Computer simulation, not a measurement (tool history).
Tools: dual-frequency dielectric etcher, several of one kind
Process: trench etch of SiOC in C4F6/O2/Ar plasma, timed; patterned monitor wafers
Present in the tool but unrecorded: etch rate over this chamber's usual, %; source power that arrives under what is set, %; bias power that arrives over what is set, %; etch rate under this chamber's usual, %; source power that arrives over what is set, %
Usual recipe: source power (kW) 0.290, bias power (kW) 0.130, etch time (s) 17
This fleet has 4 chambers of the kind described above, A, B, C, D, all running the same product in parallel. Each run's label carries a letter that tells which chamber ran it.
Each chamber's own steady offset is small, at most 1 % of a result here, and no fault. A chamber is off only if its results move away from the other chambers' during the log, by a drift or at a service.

run	hour	source power (kW)	bias power (kW)	etch time (s)	hours since the last wet clean	hours since the last source power generator calibration	hours since the last bias power generator calibration	read-back reference wafer on the same gauge, depth_nm	mean etch depth across the wafer (Å)
1A	10.3	0.290	0.130	17	196.4	1407.0	779.7	27.804	279.18
2C	22.0	0.290	0.130	17	276.2	357.2	292.5	27.813	280.21
3D	28.9	0.290	0.130	17	400.1	3827.6	2530.4	27.817	279.50
4B	36.3	0.290	0.130	17	229.7	1812.6	2487.2	27.820	281.12
5A	47.5	0.290	0.130	17	233.6	1444.2	816.9	27.827	279.76
6D	60.6	0.310	0.130	19	431.8	3859.3	2562.1	27.838	321.75
7B	71.5	0.310	0.130	19	264.9	1847.8	2522.4	27.840	324.08
8C	81.6	0.310	0.130	19	335.8	416.8	352.1	27.849	323.12
9A	90.8	0.310	0.130	19	276.9	1487.5	860.2	27.850	321.35
10C	97.9	0.290	0.130	17	352.1	433.1	368.4	27.862	279.59
11D	104.5	0.290	0.130	17	475.7	3903.2	2606.0	27.858	279.85
12B	111.2	0.290	0.130	17	304.6	1887.5	2562.1	27.863	282.13
13C	120.0	0.290	0.130	17	374.2	455.2	390.5	27.861	280.99
14B	128.8	0.290	0.130	17	322.2	1905.1	2579.7	27.873	282.49
15D	135.4	0.290	0.130	17	506.6	3934.1	2636.9	27.875	280.45
16A	143.3	0.290	0.130	17	329.4	1540.0	912.7	27.887	279.90
17B	153.0	0.230	0.112	17	346.4	1929.3	2603.9	27.878	246.47
18C	166.5	0.230	0.112	17	420.7	501.7	437.0	27.897	245.11
19D	179.6	0.230	0.112	17	550.8	3978.3	2681.1	27.899	245.12
# hour 185.0: chamber A: source power generator calibrated
20A	187.8	0.230	0.112	17	373.9	2.9	957.2	27.912	244.41
# hour 193.2: chamber B: wet clean of the chamber
21D	194.5	0.260	0.105	17	565.7	3993.2	2696.0	27.915	252.63
22B	204.9	0.260	0.105	17	11.8	1981.2	2655.8	27.915	255.41
23C	216.0	0.260	0.105	17	470.2	551.2	486.5	27.926	253.13
# hour 219.4: chamber D: wet clean of the chamber
24A	222.9	0.260	0.105	17	409.0	38.0	992.3	27.919	252.14
25C	233.1	0.290	0.130	17	487.3	568.3	503.6	27.934	280.77
26D	244.7	0.290	0.130	17	25.3	4043.4	2746.2	27.946	281.23
# hour 248.3: chamber C: wet clean of the chamber
27B	254.3	0.290	0.130	17	61.2	2030.6	2705.2	27.947	283.54
# hour 258.8: chamber A: wet clean of the chamber
28A	263.2	0.290	0.130	17	4.5	78.3	1032.6	27.957	280.65
# hour 263.8: chamber D: source power generator calibrated
29D	274.7	0.290	0.130	17	55.3	10.9	2776.2	27.958	280.90
30A	287.0	0.330	0.130	17	28.3	102.1	1056.4	27.963	295.67
31C	294.4	0.330	0.130	17	46.2	629.6	564.9	27.979	297.04
32B	304.6	0.330	0.130	17	111.5	2080.9	2755.5	27.980	298.00

What goes on in this fleet: one chamber off, a drifting gauge, or nothing beyond the chambers' own small offsets? Name the chamber and the cause, if any.

None of the chambers is off. What moves is the gauge, dragging all their readings along together.
Most likely cause: gauge reads high (%) = 0.649.

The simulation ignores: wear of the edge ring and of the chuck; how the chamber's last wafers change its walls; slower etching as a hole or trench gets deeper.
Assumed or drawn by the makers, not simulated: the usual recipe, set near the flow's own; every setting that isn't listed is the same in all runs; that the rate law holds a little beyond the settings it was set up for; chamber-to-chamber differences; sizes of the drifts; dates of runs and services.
